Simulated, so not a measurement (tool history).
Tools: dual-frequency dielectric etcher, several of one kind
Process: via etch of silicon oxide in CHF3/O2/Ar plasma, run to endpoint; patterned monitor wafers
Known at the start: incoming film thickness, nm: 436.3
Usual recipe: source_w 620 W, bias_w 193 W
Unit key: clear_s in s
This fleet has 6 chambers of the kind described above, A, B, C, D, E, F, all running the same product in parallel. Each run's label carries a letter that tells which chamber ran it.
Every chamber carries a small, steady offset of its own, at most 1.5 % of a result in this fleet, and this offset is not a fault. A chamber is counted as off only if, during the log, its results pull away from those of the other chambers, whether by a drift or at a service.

Run 1F, day 0.267: usual settings. Result: clear_s 214.48 s.
Run 2B, day 0.408: usual settings. Result: clear_s 212.17 s.
Run 3C, day 0.538: usual settings. Result: clear_s 213.02 s.
Run 4E, day 0.679: usual settings. Result: clear_s 213.64 s.
Run 5A, day 0.933: usual settings. Result: clear_s 215.69 s.
At day 1.142: chamber C: wet clean of the chamber.
Run 6D, day 1.154: usual settings. Result: clear_s 212.71 s.
Run 7D, day 1.379: usual settings. Result: clear_s 212.19 s.
Run 8B, day 1.604: usual settings. Result: clear_s 213.51 s.
Run 9C, day 1.821: usual settings. Result: clear_s 213.91 s.
Run 10F, day 1.979: usual settings. Result: clear_s 214.48 s.
Run 11E, day 2.233: usual settings. Result: clear_s 212.62 s.
Run 12A, day 2.483: usual settings. Result: clear_s 215.97 s.
At day 2.646: chamber B: source power generator calibrated.
Run 13E, day 2.746: usual settings but source_w 550 W, bias_w 224 W. Result: clear_s 212.27 s.
Run 14A, day 2.921: usual settings but source_w 550 W, bias_w 224 W. Result: clear_s 214.57 s.
Run 15B, day 3.117: usual settings but source_w 550 W, bias_w 224 W. Result: clear_s 212.63 s.
Run 16D, day 3.279: usual settings but source_w 550 W, bias_w 224 W. Result: clear_s 211.35 s.
Run 17F, day 3.562: usual settings but source_w 550 W, bias_w 224 W. Result: clear_s 213.80 s.
Run 18C, day 3.783: usual settings but source_w 550 W, bias_w 224 W. Result: clear_s 211.76 s.
At day 4.033: chamber B: wet clean of the chamber.
Run 19A, day 4.050: usual settings. Result: clear_s 215.54 s.
Run 20C, day 4.283: usual settings. Result: clear_s 213.89 s.
Run 21D, day 4.454: usual settings. Result: clear_s 212.44 s.
Run 22F, day 4.717: usual settings. Result: clear_s 214.58 s.
Run 23B, day 4.892: usual settings but source_w 460 W, bias_w 222 W. Result: clear_s 222.62 s.
Run 24E, day 5.021: usual settings but source_w 460 W, bias_w 222 W. Result: clear_s 227.59 s.
Run 25A, day 5.162: usual settings but source_w 460 W, bias_w 222 W. Result: clear_s 228.71 s.
Run 26C, day 5.417: usual settings but source_w 460 W, bias_w 222 W. Result: clear_s 228.92 s.
Run 27B, day 5.571: usual settings but source_w 460 W, bias_w 222 W. Result: clear_s 221.61 s.
Run 28E, day 5.767: usual settings but source_w 460 W, bias_w 222 W. Result: clear_s 228.79 s.
Run 29F, day 5.925: usual settings. Result: clear_s 214.19 s.
Run 30D, day 6.104: usual settings. Result: clear_s 212.23 s.
At day 6.312: chamber A: source power generator calibrated.
Run 31D, day 6.325: usual settings. Result: clear_s 212.42 s.
Run 32C, day 6.475: usual settings. Result: clear_s 214.25 s.
Run 33F, day 6.662: usual settings but source_w 460 W. Result: clear_s 241.39 s.
Run 34A, day 6.875: usual settings but source_w 460 W. Result: clear_s 239.82 s.
Run 35E, day 7.092: usual settings but source_w 460 W. Result: clear_s 239.22 s.
At day 7.208: chamber F: wet clean of the chamber.
Run 36B, day 7.288: usual settings but source_w 460 W. Result: clear_s 232.37 s.
Run 37A, day 7.554: usual settings but source_w 460 W. Result: clear_s 241.05 s.
Run 38F, day 7.742: usual settings but source_w 460 W. Result: clear_s 240.25 s.
Run 39D, day 7.975: usual settings. Result: clear_s 212.05 s.
Run 40E, day 8.271: usual settings but source_w 730 W. Result: clear_s 199.62 s.
Run 41B, day 8.562: usual settings but source_w 730 W. Result: clear_s 195.67 s.
Run 42C, day 8.792: usual settings but source_w 730 W. Result: clear_s 200.84 s.

The same settings go to every chamber for the next run, one line per chamber below. Forecast the results for each:
Run 43A, day 9.004: usual settings but source_w 570 W. Result: clear_s ?.
Run 43B, day 9.004: usual settings but source_w 570 W. Result: clear_s ?.
Run 43C, day 9.004: usual settings but source_w 570 W. Result: clear_s ?.
Run 43D, day 9.004: usual settings but source_w 570 W. Result: clear_s ?.
Run 43E, day 9.004: usual settings but source_w 570 W. Result: clear_s ?.
Run 43F, day 9.004: usual settings but source_w 570 W. Result: clear_s ?.

run  clear_s
43A   221.41
43B   214.21
43C   219.50
43D   219.10
43E   219.72
43F   221.00

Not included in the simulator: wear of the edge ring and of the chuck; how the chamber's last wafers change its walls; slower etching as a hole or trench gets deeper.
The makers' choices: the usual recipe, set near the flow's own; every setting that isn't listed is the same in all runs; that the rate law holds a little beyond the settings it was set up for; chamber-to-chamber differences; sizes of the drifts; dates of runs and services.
